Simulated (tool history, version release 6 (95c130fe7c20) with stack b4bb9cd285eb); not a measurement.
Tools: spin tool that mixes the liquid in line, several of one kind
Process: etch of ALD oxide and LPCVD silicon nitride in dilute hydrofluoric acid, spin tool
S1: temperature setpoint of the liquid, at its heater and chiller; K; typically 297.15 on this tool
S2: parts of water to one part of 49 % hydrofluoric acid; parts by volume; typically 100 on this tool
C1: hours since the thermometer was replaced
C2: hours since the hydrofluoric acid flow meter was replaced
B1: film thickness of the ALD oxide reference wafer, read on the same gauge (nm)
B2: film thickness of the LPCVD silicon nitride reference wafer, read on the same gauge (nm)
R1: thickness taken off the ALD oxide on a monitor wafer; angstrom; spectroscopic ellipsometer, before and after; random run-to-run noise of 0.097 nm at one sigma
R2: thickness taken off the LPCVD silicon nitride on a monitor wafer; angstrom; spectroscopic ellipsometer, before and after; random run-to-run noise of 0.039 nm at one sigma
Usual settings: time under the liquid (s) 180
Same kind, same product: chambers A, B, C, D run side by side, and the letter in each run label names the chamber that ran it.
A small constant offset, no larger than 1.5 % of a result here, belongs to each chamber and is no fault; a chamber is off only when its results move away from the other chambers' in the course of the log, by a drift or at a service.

Run 1C, hour 5.6: usual settings; C1 586.1; C2 2028.2; B1 140.00; B2 39.987. Result: R1 220.670 angstrom, R2 7.4715 angstrom.
Run 2B, hour 14.3: usual settings; C1 409.2; C2 557.4; B1 139.99; B2 40.009. Result: R1 223.360 angstrom, R2 8.1233 angstrom.
Run 3A, hour 22.4: usual settings; C1 1202.8; C2 195.9; B1 139.99; B2 39.984. Result: R1 224.480 angstrom, R2 8.1474 angstrom.
Run 4D, hour 26.4: usual settings; C1 175.2; C2 743.5; B1 140.01; B2 40.036. Result: R1 222.140 angstrom, R2 9.0099 angstrom.
Run 5A, hour 32.9: usual settings; C1 1213.3; C2 206.4; B1 139.98; B2 39.979. Result: R1 223.390 angstrom, R2 8.0048 angstrom.
Run 6C, hour 37.0: usual settings but S1 294.65 K, time under the liquid (s) 75; C1 617.5; C2 2059.6; B1 140.01; B2 39.997. Result: R1 83.273 angstrom, R2 2.9647 angstrom.
Run 7D, hour 43.9: usual settings but S1 294.65 K, time under the liquid (s) 75; C1 192.7; C2 761.0; B1 140.00; B2 40.020. Result: R1 84.038 angstrom, R2 2.8233 angstrom.
Run 8B, hour 48.9: usual settings but S1 294.65 K, time under the liquid (s) 75; C1 443.8; C2 592.0; B1 140.02; B2 39.999. Result: R1 83.832 angstrom, R2 3.0156 angstrom.
Run 9A, hour 54.2: usual settings but S1 294.65 K, time under the liquid (s) 75; C1 1234.6; C2 227.7; B1 139.99; B2 39.950. Result: R1 84.653 angstrom, R2 2.7890 angstrom.
Run 10D, hour 60.7: usual settings; C1 209.5; C2 777.8; B1 140.00; B2 39.943. Result: R1 222.930 angstrom, R2 8.6790 angstrom.
Run 11B, hour 69.1: usual settings; C1 464.0; C2 612.2; B1 140.01; B2 39.998. Result: R1 221.740 angstrom, R2 8.5694 angstrom.
Run 12C, hour 74.4: usual settings; C1 654.9; C2 2097.0; B1 140.01; B2 40.016. Result: R1 220.660 angstrom, R2 8.7101 angstrom.
Run 13D, hour 80.7: usual settings; C1 229.5; C2 797.8; B1 139.97; B2 40.021. Result: R1 222.240 angstrom, R2 8.4868 angstrom.
Run 14B, hour 88.1: usual settings but time under the liquid (s) 130; C1 483.0; C2 631.2; B1 140.00; B2 40.011. Result: R1 159.240 angstrom, R2 6.0884 angstrom.
Run 15C, hour 93.8: usual settings but time under the liquid (s) 130; C1 674.3; C2 2116.4; B1 139.99; B2 40.008. Result: R1 159.620 angstrom, R2 5.5380 angstrom.
Run 16A, hour 98.5: usual settings but time under the liquid (s) 130; C1 1278.9; C2 272.0; B1 139.98; B2 39.995. Result: R1 162.490 angstrom, R2 5.7558 angstrom.
Run 17D, hour 104.2: usual settings but time under the liquid (s) 130; C1 253.0; C2 821.3; B1 140.00; B2 39.974. Result: R1 160.470 angstrom, R2 5.5360 angstrom.
Run 18B, hour 111.0: usual settings; C1 505.9; C2 654.1; B1 140.03; B2 39.960. Result: R1 222.280 angstrom, R2 8.0623 angstrom.
Run 19A, hour 115.8: usual settings; C1 1296.2; C2 289.3; B1 139.98; B2 40.004. Result: R1 223.680 angstrom, R2 8.3506 angstrom.
Run 20C, hour 122.4: usual settings; C1 702.9; C2 2145.0; B1 140.00; B2 40.020. Result: R1 221.590 angstrom, R2 8.0838 angstrom.
Run 21D, hour 126.4: usual settings; C1 275.2; C2 843.5; B1 139.99; B2 40.006. Result: R1 222.440 angstrom, R2 7.9682 angstrom.
Run 22B, hour 134.3: usual settings; C1 529.2; C2 677.4; B1 139.99; B2 39.930. Result: R1 224.120 angstrom, R2 7.9460 angstrom.
Run 23A, hour 141.1: usual settings; C1 1321.5; C2 314.6; B1 140.02; B2 40.053. Result: R1 222.660 angstrom, R2 8.1996 angstrom.
Run 24C, hour 146.6: usual settings but time under the liquid (s) 265; C1 727.1; C2 2169.2; B1 140.00; B2 39.984. Result: R1 328.980 angstrom, R2 11.5240 angstrom.
Run 25B, hour 154.1: usual settings but time under the liquid (s) 265; C1 549.0; C2 697.2; B1 140.01; B2 39.977. Result: R1 325.610 angstrom, R2 13.4570 angstrom.

All chambers now run identical settings, listed one chamber a line with results as question marks. What results will each chamber show?
Run 26A, hour 160.4: usual settings. Result: R1 ?, R2 ?.
Run 26B, hour 160.4: usual settings. Result: R1 ?, R2 ?.
Run 26C, hour 160.4: usual settings. Result: R1 ?, R2 ?.
Run 26D, hour 160.4: usual settings. Result: R1 ?, R2 ?.

run       R1      R2
26A  224.510  8.8133
26B  220.370  8.0691
26C  222.040  8.6649
26D  221.940  8.7335
